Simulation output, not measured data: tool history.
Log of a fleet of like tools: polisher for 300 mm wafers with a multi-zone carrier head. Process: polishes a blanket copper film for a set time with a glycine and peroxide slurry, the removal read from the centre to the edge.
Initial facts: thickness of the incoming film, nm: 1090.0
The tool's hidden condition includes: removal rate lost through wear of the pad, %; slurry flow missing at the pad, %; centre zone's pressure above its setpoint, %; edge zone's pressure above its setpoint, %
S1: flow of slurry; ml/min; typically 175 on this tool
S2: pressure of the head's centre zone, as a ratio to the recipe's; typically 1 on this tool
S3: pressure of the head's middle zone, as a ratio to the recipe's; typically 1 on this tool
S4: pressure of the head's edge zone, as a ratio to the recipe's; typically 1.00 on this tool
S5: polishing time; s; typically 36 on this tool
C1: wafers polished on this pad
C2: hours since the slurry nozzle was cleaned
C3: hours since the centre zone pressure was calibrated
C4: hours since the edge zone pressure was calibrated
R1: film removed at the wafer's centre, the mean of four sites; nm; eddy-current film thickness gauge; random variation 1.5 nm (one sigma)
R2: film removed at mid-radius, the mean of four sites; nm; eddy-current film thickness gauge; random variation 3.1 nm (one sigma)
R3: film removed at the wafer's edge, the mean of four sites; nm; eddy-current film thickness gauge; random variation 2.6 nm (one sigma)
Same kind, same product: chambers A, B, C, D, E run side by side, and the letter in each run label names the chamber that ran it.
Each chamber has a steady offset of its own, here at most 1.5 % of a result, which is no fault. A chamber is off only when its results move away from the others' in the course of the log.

run   hour   S1  S2  S3    S4  S5    C1     C2     C3     C4      R1      R2      R3
       0.8  -- chamber B: worn pad replaced by a new one
 1E    5.8  175   1   1  1.00  36   110  272.3  208.7  374.9  229.66  225.24  225.86
 2B   10.8  175   1   1  1.00  36   102  188.4   77.1  335.7  224.47  226.32  227.87
 3D   15.1  175   1   1  1.00  36   334  506.9  428.0  334.0  226.06  228.36  230.52
 4A   18.6  175   1   1  1.00  36  1192  260.2  515.9  307.4  226.97  227.91  225.18
      22.9  -- chamber A: worn pad replaced by a new one
 5C   25.7  175   1   1  1.00  36  1060  183.1   43.1   47.3  227.23  230.03  225.21
 6C   29.8  175   1   1  1.00  36  1103  187.2   47.2   51.4  224.54  220.24  225.82
 7B   36.4  175   1   1  1.00  36   365  214.0  102.7  361.3  222.99  230.31  229.45
      37.3  -- chamber C: worn pad replaced by a new one
 8D   43.4  175   1   1  1.00  36   625  535.2  456.3  362.3  225.64  232.36  225.89
 9E   47.6  175   1   1  1.00  36   540  314.1  250.5  416.7  227.39  231.22  225.92
10A   51.4  175   1   1  1.00  36   293  293.0  548.7  340.2  225.17  222.34  226.32
11E   56.4  175   1   1  1.00  36   630  322.9  259.3  425.5  227.58  229.92  229.52
      61.5  -- chamber E: worn pad replaced by a new one
12A   62.0  175   1   1  1.00  36   401  303.6  559.3  350.8  225.62  228.06  227.70
13C   67.6  175   1   1  1.00  36   312  225.0   85.0   89.2  228.09  224.79  225.97
14B   74.2  175   1   1  1.00  36   754  251.8  140.5  399.1  227.24  224.39  229.92
15D   77.8  175   1   1  1.00  36   978  569.6  490.7  396.7  228.90  228.50  227.72
16E   84.7  175   1   1  1.00  36   239  351.2  287.6  453.8  227.86  228.95  227.56
17C   92.1  175   1   1  1.00  36   564  249.5  109.5  113.7  227.74  223.78  229.25
18B   97.9  175   1   1  1.00  36   997  275.5  164.2  422.8  226.35  224.69  228.61
19D  103.4  175   1   1  1.00  36  1241  595.2  516.3  422.3  227.72  225.16  229.96
     107.6  -- chamber B: slurry nozzle cleaned
20A  110.6  175   1   1  1.00  36   901  352.2  607.9  399.4  229.52  230.14  231.17
21D  117.8  175   1   1  1.00  36  1389  609.6  530.7  436.7  226.50  228.15  230.29
     118.8  -- chamber D: worn pad replaced by a new one
     121.5  -- chamber B: worn pad replaced by a new one
22E  121.9  175   1   1  1.00  36   621  388.4  324.8  491.0  228.70  229.17  227.37
23A  127.8  175   1   1  1.00  36  1078  369.4  625.1  416.6  226.12  223.55  225.81
24B  134.2  175   1   1  1.00  36   131   26.6  200.5  459.1  228.11  228.48  230.92
     138.0  -- chamber E: worn pad replaced by a new one
25C  138.0  175   1   1  1.00  36  1035  295.4  155.4  159.6  228.51  225.36  228.45
26D  142.9  175   1   1  1.00  36   248  634.7  555.8  461.8  230.09  229.98  231.39
27B  148.5  175   1   1  1.00  36   278   40.9  214.8  473.4  226.43  228.28  228.15
     150.0  -- chamber C: worn pad replaced by a new one
     152.9  -- chamber A: worn pad replaced by a new one
28C  153.0  175   1   1  1.00  36    31  310.4  170.4  174.6  227.17  233.78  227.78
29A  158.9  175   1   1  1.00  36    62  400.5  656.2  447.7  230.24  229.81  226.91
30E  164.0  175   1   1  1.00  36   267  430.5  366.9  533.1  227.85  227.71  227.71
31C  170.7  175   1   1  1.00  36   213  328.1  188.1  192.3  228.75  228.69  229.29
32D  178.0  175   1   1  1.00  36   609  669.8  590.9  496.9  228.58  224.53  229.12
33A  183.5  175   1   1  1.00  36   315  425.1  680.8  472.3  228.11  222.02  231.64
34E  190.1  175   1   1  1.00  36   535  456.6  393.0  559.2  231.02  228.35  232.67
35B  194.2  175   1   1  1.00  36   747   86.6  260.5  519.1  223.42  222.76  232.27
36D  199.7  175   1   1  1.00  36   832  691.5  612.6  518.6  229.13  228.21  236.10
37E  204.2  175   1   1  1.11  42   680  470.7  407.1  573.3  266.66  267.74  275.74
38C  207.6  175   1   1  1.11  42   592  365.0  225.0  229.2  269.24  267.09  277.49

One chamber off, gauge drift, or nothing amiss beyond the chambers' own small offsets? If it is a chamber, which one, and what is the likeliest cause?

No chamber stands off beyond its own small offset, and the gauge holds steady.
